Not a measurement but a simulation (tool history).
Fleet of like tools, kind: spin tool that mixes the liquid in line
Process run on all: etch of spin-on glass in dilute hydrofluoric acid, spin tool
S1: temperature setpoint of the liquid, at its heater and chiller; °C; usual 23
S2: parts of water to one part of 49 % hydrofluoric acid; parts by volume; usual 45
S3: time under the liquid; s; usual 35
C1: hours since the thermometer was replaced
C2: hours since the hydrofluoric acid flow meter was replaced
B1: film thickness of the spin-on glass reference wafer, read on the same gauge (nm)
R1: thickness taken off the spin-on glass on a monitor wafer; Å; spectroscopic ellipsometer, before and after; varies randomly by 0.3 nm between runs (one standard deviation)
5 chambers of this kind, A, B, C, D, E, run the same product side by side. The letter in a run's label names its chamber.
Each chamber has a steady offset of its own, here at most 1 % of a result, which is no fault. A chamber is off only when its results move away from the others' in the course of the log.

-- hour=4.4 chamber E: thermometer replaced
run 1C hour=14.3 | S1=23 S2=45 S3=35 | C1=856.8 C2=403.6 | B1=70.014 | R1=451.36
run 2D hour=24.2 | S1=23 S2=45 S3=35 | C1=2158.9 C2=817.8 | B1=69.986 | R1=445.94
run 3B hour=39.7 | S1=23 S2=45 S3=35 | C1=712.4 C2=1633.7 | B1=69.996 | R1=453.8
run 4A hour=48.8 | S1=23 S2=45 S3=35 | C1=1974.4 C2=415.3 | B1=70.036 | R1=450.98
run 5E hour=58.8 | S1=23 S2=45 S3=35 | C1=54.5 C2=492.3 | B1=69.993 | R1=457.23
run 6D hour=68.4 | S1=23 S2=45 S3=20 | C1=2203.1 C2=862 | B1=70.034 | R1=254.91
run 7B hour=79.8 | S1=23 S2=45 S3=20 | C1=752.5 C2=1673.8 | B1=70.021 | R1=260.56
run 8A hour=89.6 | S1=23 S2=45 S3=20 | C1=2015.2 C2=456.1 | B1=70.015 | R1=259.57
run 9C hour=103.3 | S1=23 S2=45 S3=20 | C1=945.8 C2=492.6 | B1=70.008 | R1=258.58
run 10E hour=114.7 | S1=23 S2=45 S3=20 | C1=110.4 C2=548.2 | B1=69.988 | R1=262.48
run 11B hour=126.4 | S1=23 S2=35 S3=40 | C1=799.1 C2=1720.4 | B1=69.997 | R1=684.41
run 12C hour=141 | S1=23 S2=35 S3=40 | C1=983.5 C2=530.3 | B1=69.972 | R1=678.98
run 13D hour=151.9 | S1=23 S2=35 S3=40 | C1=2286.6 C2=945.5 | B1=69.978 | R1=665.47
run 14A hour=161.1 | S1=23 S2=35 S3=40 | C1=2086.7 C2=527.6 | B1=69.999 | R1=668.06
run 15E hour=171 | S1=23 S2=35 S3=40 | C1=166.7 C2=604.5 | B1=69.995 | R1=680.43
-- hour=179.9 chamber E: hydrofluoric acid flow meter replaced
run 16A hour=184.6 | S1=23 S2=45 S3=35 | C1=2110.2 C2=551.1 | B1=70.015 | R1=456.11
run 17B hour=193.9 | S1=23 S2=40 S3=35 | C1=866.6 C2=1787.9 | B1=70.014 | R1=512.76
run 18D hour=208 | S1=23 S2=40 S3=35 | C1=2342.7 C2=1001.6 | B1=70.016 | R1=507.12
run 19C hour=219.7 | S1=23 S2=40 S3=35 | C1=1062.2 C2=609 | B1=69.996 | R1=518.4
run 20E hour=232.4 | S1=23 S2=40 S3=35 | C1=228.1 C2=52.6 | B1=70.028 | R1=517.73
run 21B hour=240.6 | S1=23 S2=40 S3=35 | C1=913.3 C2=1834.6 | B1=69.995 | R1=519.5
run 22D hour=249.7 | S1=23 S2=45 S3=35 | C1=2384.4 C2=1043.3 | B1=70 | R1=446.4
run 23C hour=265.2 | S1=23 S2=45 S3=35 | C1=1107.7 C2=654.5 | B1=69.984 | R1=467.65
run 24E hour=277.1 | S1=23 S2=45 S3=35 | C1=272.8 C2=97.3 | B1=69.979 | R1=455.43
run 25A hour=290.1 | S1=23 S2=45 S3=35 | C1=2215.7 C2=656.6 | B1=69.999 | R1=452.54
run 26A hour=301.4 | S1=23 S2=45 S3=35 | C1=2227 C2=667.9 | B1=69.996 | R1=449.15
run 27D hour=312.2 | S1=23 S2=45 S3=35 | C1=2446.9 C2=1105.8 | B1=70.008 | R1=448.98
run 28C hour=319.1 | S1=23 S2=45 S3=35 | C1=1161.6 C2=708.4 | B1=70.017 | R1=472.42
run 29B hour=327.4 | S1=23 S2=45 S3=35 | C1=1000.1 C2=1921.4 | B1=70.016 | R1=454.37
run 30E hour=340.2 | S1=23 S2=45 S3=35 | C1=335.9 C2=160.4 | B1=70.037 | R1=455.11
run 31C hour=353 | S1=23 S2=45 S3=35 | C1=1195.5 C2=742.3 | B1=70.013 | R1=475.75
run 32A hour=364.1 | S1=23 S2=45 S3=35 | C1=2289.7 C2=730.6 | B1=70.019 | R1=455.25
run 33E hour=376.9 | S1=23 S2=45 S3=35 | C1=372.6 C2=197.1 | B1=70.003 | R1=459.05
run 34D hour=389.4 | S1=23 S2=45 S3=35 | C1=2524.1 C2=1183 | B1=70.036 | R1=453.56
-- hour=397 chamber B: hydrofluoric acid flow meter replaced
run 35B hour=402 | S1=19.5 S2=45 S3=35 | C1=1074.7 C2=5.1 | B1=70.014 | R1=395.42
run 36A hour=411.8 | S1=19.5 S2=45 S3=35 | C1=2337.4 C2=778.3 | B1=70.005 | R1=393.56
run 37E hour=426 | S1=19.5 S2=45 S3=35 | C1=421.7 C2=246.2 | B1=69.993 | R1=391.93
run 38B hour=436.7 | S1=19.5 S2=45 S3=35 | C1=1109.4 C2=39.8 | B1=69.993 | R1=387.09
run 39D hour=445.4 | S1=19.5 S2=45 S3=35 | C1=2580.1 C2=1239 | B1=70.005 | R1=383.57

All chambers now run identical settings, listed one chamber a line with results as question marks. What results will each chamber show?
run 40A hour=456.5 | S1=23 S2=45 S3=35 | R1=?
run 40B hour=456.5 | S1=23 S2=45 S3=35 | R1=?
run 40C hour=456.5 | S1=23 S2=45 S3=35 | R1=?
run 40D hour=456.5 | S1=23 S2=45 S3=35 | R1=?
run 40E hour=456.5 | S1=23 S2=45 S3=35 | R1=?

run=40A R1=455.07
run=40B R1=452.99
run=40C R1=490.05
run=40D R1=445.05
run=40E R1=450.79

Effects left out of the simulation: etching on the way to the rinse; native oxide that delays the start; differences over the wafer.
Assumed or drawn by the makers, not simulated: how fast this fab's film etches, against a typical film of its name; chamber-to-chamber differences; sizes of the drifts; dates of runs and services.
